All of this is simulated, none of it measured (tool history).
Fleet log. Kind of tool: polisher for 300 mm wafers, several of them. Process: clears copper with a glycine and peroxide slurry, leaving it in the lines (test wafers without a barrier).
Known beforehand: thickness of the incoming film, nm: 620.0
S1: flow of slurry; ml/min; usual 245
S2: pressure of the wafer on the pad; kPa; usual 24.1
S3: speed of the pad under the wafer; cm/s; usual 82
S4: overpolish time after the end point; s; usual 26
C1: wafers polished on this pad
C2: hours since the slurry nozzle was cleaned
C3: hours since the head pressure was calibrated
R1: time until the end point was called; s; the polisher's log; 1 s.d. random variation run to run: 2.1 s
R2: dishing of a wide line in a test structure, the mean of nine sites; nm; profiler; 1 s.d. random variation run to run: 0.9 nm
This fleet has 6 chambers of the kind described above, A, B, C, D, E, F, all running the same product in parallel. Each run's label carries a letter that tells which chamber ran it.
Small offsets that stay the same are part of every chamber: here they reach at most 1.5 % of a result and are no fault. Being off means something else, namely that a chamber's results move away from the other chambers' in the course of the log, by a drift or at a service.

run   hour   S1    S2  S3  S4    C1     C2      C3       R1      R2
       3.5  -- chamber B: worn pad replaced by a new one
 1D    4.5  245  24.1  82  26  1305  231.3   230.0  115.430  71.597
      10.3  -- chamber F: worn pad replaced by a new one
 2B   13.3  245  24.1  82  26   107  184.0   231.0  111.820  69.864
 3E   19.5  245  24.1  82  26   449  752.7  1391.9  111.550  69.603
      20.9  -- chamber A: slurry nozzle cleaned
      28.2  -- chamber A: worn pad replaced by a new one
 4F   29.4  245  24.1  82  26   207   60.8  1036.4  110.840  72.822
      30.4  -- chamber D: worn pad replaced by a new one
 5C   37.6  245  24.1  82  26  1054  277.4   527.7  110.440  71.221
 6A   45.1  245  24.1  82  26   183   24.2   116.8  115.100  71.292
 7A   55.2  245  24.1  82  19   293   34.3   126.9  114.440  60.123
      59.3  -- chamber E: head pressure recalibrated
 8E   62.6  245  24.1  82  19   918  795.8     3.4  112.950  57.940
 9C   68.4  245  24.1  82  19  1389  308.2   558.5  111.320  58.012
      71.6  -- chamber C: worn pad replaced by a new one
      74.9  -- chamber F: worn pad replaced by a new one
      75.2  -- chamber B: worn pad replaced by a new one
10F   78.1  245  24.1  82  19    35  109.5  1085.1  108.490  58.733
11B   84.5  245  24.1  82  19   101  255.2   302.2  115.190  58.833
12D   89.9  245  24.1  82  19   647  316.7   315.4  113.480  58.792
13D   98.8  245  24.1  82  26   744  325.6   324.3  116.780  71.890
      99.3  -- chamber C: head pressure recalibrated
     103.7  -- chamber E: worn pad replaced by a new one
14C  105.6  245  29.6  82  14   369  345.4     6.4   95.602  55.164
15E  112.2  245  29.6  82  14    92  845.4    53.0   96.714  53.620
     116.7  -- chamber E: slurry nozzle cleaned
     118.1  -- chamber A: worn pad replaced by a new one
16F  121.3  245  29.6  82  14   504  152.7  1128.3   95.374  53.782
17B  127.4  245  29.6  82  14   568  298.1   345.1   98.461  53.777
18A  133.5  245  29.6  82  14   168  112.6   205.2   95.194  54.412
19D  138.2  245  29.6  82  14  1172  365.0   363.7   96.737  54.098
     144.0  -- chamber B: worn pad replaced by a new one
     145.7  -- chamber F: worn pad replaced by a new one
20C  148.1  245  24.1  82  26   831  387.9    48.9  107.980  71.517
21F  153.8  245  24.1  82  26    88  185.2  1160.8  112.440  71.657
22E  163.0  245  24.1  82  26   644   46.3   103.8  111.670  70.412
23B  167.5  245  24.1  82  26   255  338.2   385.2  114.710  68.270
     172.1  -- chamber D: worn pad replaced by a new one
24A  172.5  245  24.1  82  26   592  151.6   244.2  114.050  69.780
25A  180.9  245  24.1  82  26   683  160.0   252.6  117.990  70.868
26B  189.9  245  17.9  82  26   499  360.6   407.6  152.990  58.156
     190.7  -- chamber C: worn pad replaced by a new one
     192.5  -- chamber F: head pressure recalibrated
27C  197.3  245  17.9  82  26    71  437.1    98.1  143.540  60.354
     202.6  -- chamber B: worn pad replaced by a new one
     204.0  -- chamber A: worn pad replaced by a new one
28D  205.8  245  17.9  82  26   367  432.6   431.3  143.150  61.427
29F  214.5  245  17.9  82  26   748  245.9    22.0  143.190  58.383
     215.2  -- chamber F: worn pad replaced by a new one
     217.6  -- chamber C: slurry nozzle cleaned
     220.9  -- chamber E: worn pad replaced by a new one
30E  224.5  245  17.9  82  26    39  107.8   165.3  138.990  59.375
31D  229.5  245  17.9  82  26   625  456.3   455.0  143.300  59.432
32A  235.7  245  24.1  82  26   345  214.8   307.4  114.260  73.006
33C  241.5  245  24.1  82  26   552   23.9   142.3  113.040  70.297
34B  251.0  245  24.1  82  26   527  421.7   468.7  123.400  69.655
35F  255.5  245  24.1  82  26   438  286.9    63.0  114.450  70.214
36E  260.1  245  24.1  82  26   426  143.4   200.9  114.630  70.531
37D  266.5  245  24.1  82  26  1027  493.3   492.0  116.990  71.212
     274.2  -- chamber B: worn pad replaced by a new one
38E  275.7  245  24.1  82  26   596  159.0   216.5  115.860  68.359
     279.2  -- chamber F: worn pad replaced by a new one
39C  282.1  245  24.1  70  26   993   64.5   182.9  125.860  67.457
40A  289.8  245  24.1  70  26   933  268.9   361.5  135.340  65.308
41B  295.9  245  24.1  70  26   236  466.6   513.6  140.210  62.359
     297.0  -- chamber C: worn pad replaced by a new one
42F  302.1  245  24.1  70  26   249  333.5   109.6  128.400  65.612
43C  309.6  245  24.1  70  26   137   92.0   210.4  127.500  67.951
44E  315.9  245  24.1  70  26  1033  199.2   256.7  126.800  65.080

Decide between three cases: one chamber stands off from its peers, the gauge reading all wafers drifts, or nothing is wrong past each chamber's small offset. Where a chamber is off, say which and what most likely put it there.

One chamber, B, drifts off from the rest bit by bit.
Likeliest cause: head's pressure below its setpoint, % = 12.1.

Below are 4 candidate recipes for chamber B's next run, each the usual settings with a change, their results shown as question marks. Which of them brings B's results back in line with what the other chambers give on the usual settings?
Maximum distance from the other chambers' mean on the usual settings for a result to count as in line: R1 7.500 s; R2 3.200 nm
45B-1  323.2  250  27.6  94  26               ?   ?
45B-2  323.2  240  22.8  76  26               ?   ?
45B-3  323.2  250  25.5  88  26               ?   ?
45B-4  323.2  240  20.7  70  26               ?   ?

What the other chambers average on the usual settings: R1 113.000 s; R2 70.899 nm
  run       R1      R2
45B-1   99.447  75.428
45B-2  138.600  62.387
45B-3  112.020  70.667
45B-4  158.660  57.164
The answer is 45B-3, which returns the chamber to within the allowed miss of the others.

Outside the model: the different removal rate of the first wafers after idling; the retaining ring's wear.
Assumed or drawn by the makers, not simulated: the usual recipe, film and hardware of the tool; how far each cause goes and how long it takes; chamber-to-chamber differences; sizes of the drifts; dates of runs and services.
